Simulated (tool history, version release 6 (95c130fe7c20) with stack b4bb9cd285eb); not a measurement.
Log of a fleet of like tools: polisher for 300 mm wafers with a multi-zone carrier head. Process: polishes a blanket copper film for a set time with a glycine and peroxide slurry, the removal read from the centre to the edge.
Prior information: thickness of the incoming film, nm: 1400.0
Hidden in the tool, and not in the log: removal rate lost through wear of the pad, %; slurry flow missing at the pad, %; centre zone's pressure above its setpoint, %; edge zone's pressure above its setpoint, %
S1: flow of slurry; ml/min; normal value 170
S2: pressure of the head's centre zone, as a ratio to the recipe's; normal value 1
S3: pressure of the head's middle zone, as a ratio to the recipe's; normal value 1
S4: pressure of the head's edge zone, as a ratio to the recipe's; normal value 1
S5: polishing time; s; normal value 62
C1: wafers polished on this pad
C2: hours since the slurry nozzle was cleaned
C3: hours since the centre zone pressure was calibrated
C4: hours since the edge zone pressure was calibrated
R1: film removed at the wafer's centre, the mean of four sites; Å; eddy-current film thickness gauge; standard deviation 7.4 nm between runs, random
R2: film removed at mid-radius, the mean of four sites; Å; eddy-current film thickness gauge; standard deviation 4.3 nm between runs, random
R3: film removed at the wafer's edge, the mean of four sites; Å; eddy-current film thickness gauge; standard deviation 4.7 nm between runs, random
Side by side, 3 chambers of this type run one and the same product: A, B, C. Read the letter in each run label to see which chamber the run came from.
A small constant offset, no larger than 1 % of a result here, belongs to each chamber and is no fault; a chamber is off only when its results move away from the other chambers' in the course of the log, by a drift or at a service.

run 1A hour=4.6 | S1=170 S2=1 S3=1 S4=1 S5=62 | C1=61 C2=75.3 C3=19.1 C4=172.7 | R1=5473.2 R2=5459.1 R3=5513.1
run 2B hour=7.4 | S1=170 S2=1 S3=1 S4=1 S5=62 | C1=236 C2=33.3 C3=201 C4=846.8 | R1=5544.4 R2=5633.5 R3=5569.6
run 3C hour=9.6 | S1=170 S2=1 S3=1 S4=1 S5=62 | C1=500 C2=114.8 C3=268.9 C4=718.1 | R1=5496.9 R2=5495.4 R3=5526.4
run 4A hour=13.3 | S1=170 S2=1 S3=1 S4=1 S5=62 | C1=174 C2=84 C3=27.8 C4=181.4 | R1=5527.6 R2=5556.2 R3=5518.5
run 5B hour=16 | S1=170 S2=1 S3=1 S4=1 S5=62 | C1=347 C2=41.9 C3=209.6 C4=855.4 | R1=5429.5 R2=5563.3 R3=5525.9
run 6C hour=19 | S1=170 S2=1 S3=1 S4=1 S5=62 | C1=621 C2=124.2 C3=278.3 C4=727.5 | R1=5618.7 R2=5467.2 R3=5493.3
run 7A hour=21.3 | S1=170 S2=1 S3=1 S4=1 S5=62 | C1=277 C2=92 C3=35.8 C4=189.4 | R1=5606 R2=5486.5 R3=5513.4
run 8C hour=24.2 | S1=170 S2=1 S3=1 S4=1 S5=62 | C1=688 C2=129.4 C3=283.5 C4=732.7 | R1=5551.1 R2=5459.5 R3=5555.2
run 9B hour=27.3 | S1=170 S2=1 S3=1 S4=1 S5=62 | C1=492 C2=53.2 C3=220.9 C4=866.7 | R1=5488.3 R2=5520.1 R3=5479.4
run 10A hour=31.4 | S1=170 S2=1 S3=1 S4=0.93 S5=48 | C1=407 C2=102.1 C3=45.9 C4=199.5 | R1=4302.8 R2=4264.4 R3=4096.1
run 11B hour=35.5 | S1=170 S2=1 S3=1 S4=0.93 S5=48 | C1=598 C2=61.4 C3=229.1 C4=874.9 | R1=4283.7 R2=4295.8 R3=4116.7
run 12C hour=37.7 | S1=170 S2=1 S3=1 S4=0.93 S5=48 | C1=862 C2=142.9 C3=297 C4=746.2 | R1=4305.3 R2=4259 R3=4122.6
run 13C hour=42.2 | S1=170 S2=0.93 S3=1 S4=1 S5=62 | C1=920 C2=147.4 C3=301.5 C4=750.7 | R1=5060.3 R2=5466.8 R3=5509.6
run 14A hour=44.9 | S1=170 S2=0.93 S3=1 S4=1 S5=62 | C1=581 C2=115.6 C3=59.4 C4=213 | R1=5122 R2=5543 R3=5440.1
-- hour=45.2 chamber B: worn pad replaced by a new one
run 15B hour=48.4 | S1=170 S2=0.93 S3=1 S4=1 S5=62 | C1=42 C2=74.3 C3=242 C4=887.8 | R1=4974.1 R2=5548.5 R3=5531.9
run 16B hour=52.8 | S1=170 S2=1 S3=1 S4=1 S5=62 | C1=99 C2=78.7 C3=246.4 C4=892.2 | R1=5632.9 R2=5585.4 R3=5591.4
run 17A hour=56.7 | S1=170 S2=1 S3=1 S4=1 S5=62 | C1=733 C2=127.4 C3=71.2 C4=224.8 | R1=5422 R2=5566.9 R3=5396.4
run 18C hour=61.3 | S1=170 S2=1 S3=1 S4=0.9 S5=72 | C1=1166 C2=166.5 C3=320.6 C4=769.8 | R1=6214.1 R2=6228.7 R3=5881.1
run 19B hour=65.5 | S1=170 S2=1 S3=1 S4=0.9 S5=72 | C1=262 C2=91.4 C3=259.1 C4=904.9 | R1=6470.1 R2=6431.8 R3=6138.7
run 20C hour=69.9 | S1=170 S2=1 S3=1 S4=0.9 S5=72 | C1=1277 C2=175.1 C3=329.2 C4=778.4 | R1=6197.2 R2=6165 R3=5891.4
-- hour=72.5 chamber A: worn pad replaced by a new one
run 21A hour=74.3 | S1=170 S2=1 S3=1 S4=1 S5=62 | C1=23 C2=145 C3=88.8 C4=242.4 | R1=5506.8 R2=5514.1 R3=5533.9
run 22A hour=76.9 | S1=170 S2=0.95 S3=1 S4=1 S5=62 | C1=57 C2=147.6 C3=91.4 C4=245 | R1=5275.8 R2=5510.4 R3=5443.6
run 23B hour=80.9 | S1=170 S2=0.95 S3=1 S4=1 S5=62 | C1=461 C2=106.8 C3=274.5 C4=920.3 | R1=5160.4 R2=5649 R3=5470.6
run 24C hour=83.3 | S1=170 S2=0.95 S3=1 S4=1 S5=62 | C1=1450 C2=188.5 C3=342.6 C4=791.8 | R1=4889.4 R2=5236.9 R3=5341.1
run 25B hour=86.8 | S1=170 S2=1 S3=1 S4=1 S5=62 | C1=537 C2=112.7 C3=280.4 C4=926.2 | R1=5610.2 R2=5505.8 R3=5549.1
run 26A hour=89.6 | S1=170 S2=1 S3=1 S4=0.96 S5=62 | C1=220 C2=160.3 C3=104.1 C4=257.7 | R1=5515.4 R2=5556.5 R3=5360.1
-- hour=91.9 chamber B: worn pad replaced by a new one
-- hour=92 chamber B: edge zone pressure recalibrated
run 27C hour=92.6 | S1=170 S2=1 S3=1 S4=0.96 S5=62 | C1=1570 C2=197.8 C3=351.9 C4=801.1 | R1=5204.3 R2=5200.2 R3=5190.7
run 28B hour=95 | S1=170 S2=1 S3=1 S4=0.96 S5=62 | C1=40 C2=120.9 C3=288.6 C4=3 | R1=5478.5 R2=5503.1 R3=5471.2
run 29A hour=98.8 | S1=170 S2=1 S3=1 S4=1 S5=62 | C1=339 C2=169.5 C3=113.3 C4=266.9 | R1=5603.2 R2=5542.8 R3=5546.9
run 30C hour=101.1 | S1=170 S2=0.9 S3=1 S4=1 S5=80 | C1=1679 C2=206.3 C3=360.4 C4=809.6 | R1=5941.6 R2=6626.5 R3=6725.2
run 31A hour=104.7 | S1=170 S2=0.9 S3=1 S4=1 S5=80 | C1=415 C2=175.4 C3=119.2 C4=272.8 | R1=6420.5 R2=7146.9 R3=6987.8
run 32C hour=108.6 | S1=170 S2=0.9 S3=1 S4=1 S5=80 | C1=1776 C2=213.8 C3=367.9 C4=817.1 | R1=5932.1 R2=6574.9 R3=6534.7
run 33B hour=110.9 | S1=170 S2=1 S3=1 S4=1 S5=62 | C1=245 C2=136.8 C3=304.5 C4=18.9 | R1=5537.7 R2=5588.9 R3=5586.2
run 34B hour=113.9 | S1=170 S2=1 S3=1 S4=1 S5=62 | C1=283 C2=139.8 C3=307.5 C4=21.9 | R1=5570.8 R2=5663.9 R3=5531.3
run 35A hour=116.5 | S1=170 S2=1 S3=0.94 S4=0.9 S5=62 | C1=567 C2=187.2 C3=131 C4=284.6 | R1=5356.2 R2=5253.1 R3=5115.4
run 36C hour=119.4 | S1=170 S2=1 S3=0.94 S4=0.9 S5=62 | C1=1915 C2=224.6 C3=378.7 C4=827.9 | R1=5094.9 R2=4677.2 R3=4786.6
run 37C hour=123.2 | S1=170 S2=1 S3=0.94 S4=0.9 S5=62 | C1=1964 C2=228.4 C3=382.5 C4=831.7 | R1=5060.3 R2=4737.1 R3=4737.8
run 38A hour=126.8 | S1=170 S2=1 S3=1 S4=1 S5=62 | C1=700 C2=197.5 C3=141.3 C4=294.9 | R1=5408.5 R2=5531.1 R3=5498.4
run 39B hour=130.3 | S1=140 S2=1 S3=1 S4=1 S5=62 | C1=495 C2=156.2 C3=323.9 C4=38.3 | R1=5293.2 R2=5401.5 R3=5391.8

All 3 chambers run these settings next. Forecast each chamber's results:
run 40A hour=133.7 | S1=170 S2=1 S3=1 S4=1 S5=48 | R1=? R2=? R3=?
run 40B hour=133.7 | S1=170 S2=1 S3=1 S4=1 S5=48 | R1=? R2=? R3=?
run 40C hour=133.7 | S1=170 S2=1 S3=1 S4=1 S5=48 | R1=? R2=? R3=?

run=40A R1=4147.7 R2=4263 R3=4234.2
run=40B R1=4286.6 R2=4247.4 R3=4256.3
run=40C R1=3882.8 R2=3815.6 R3=3840.5
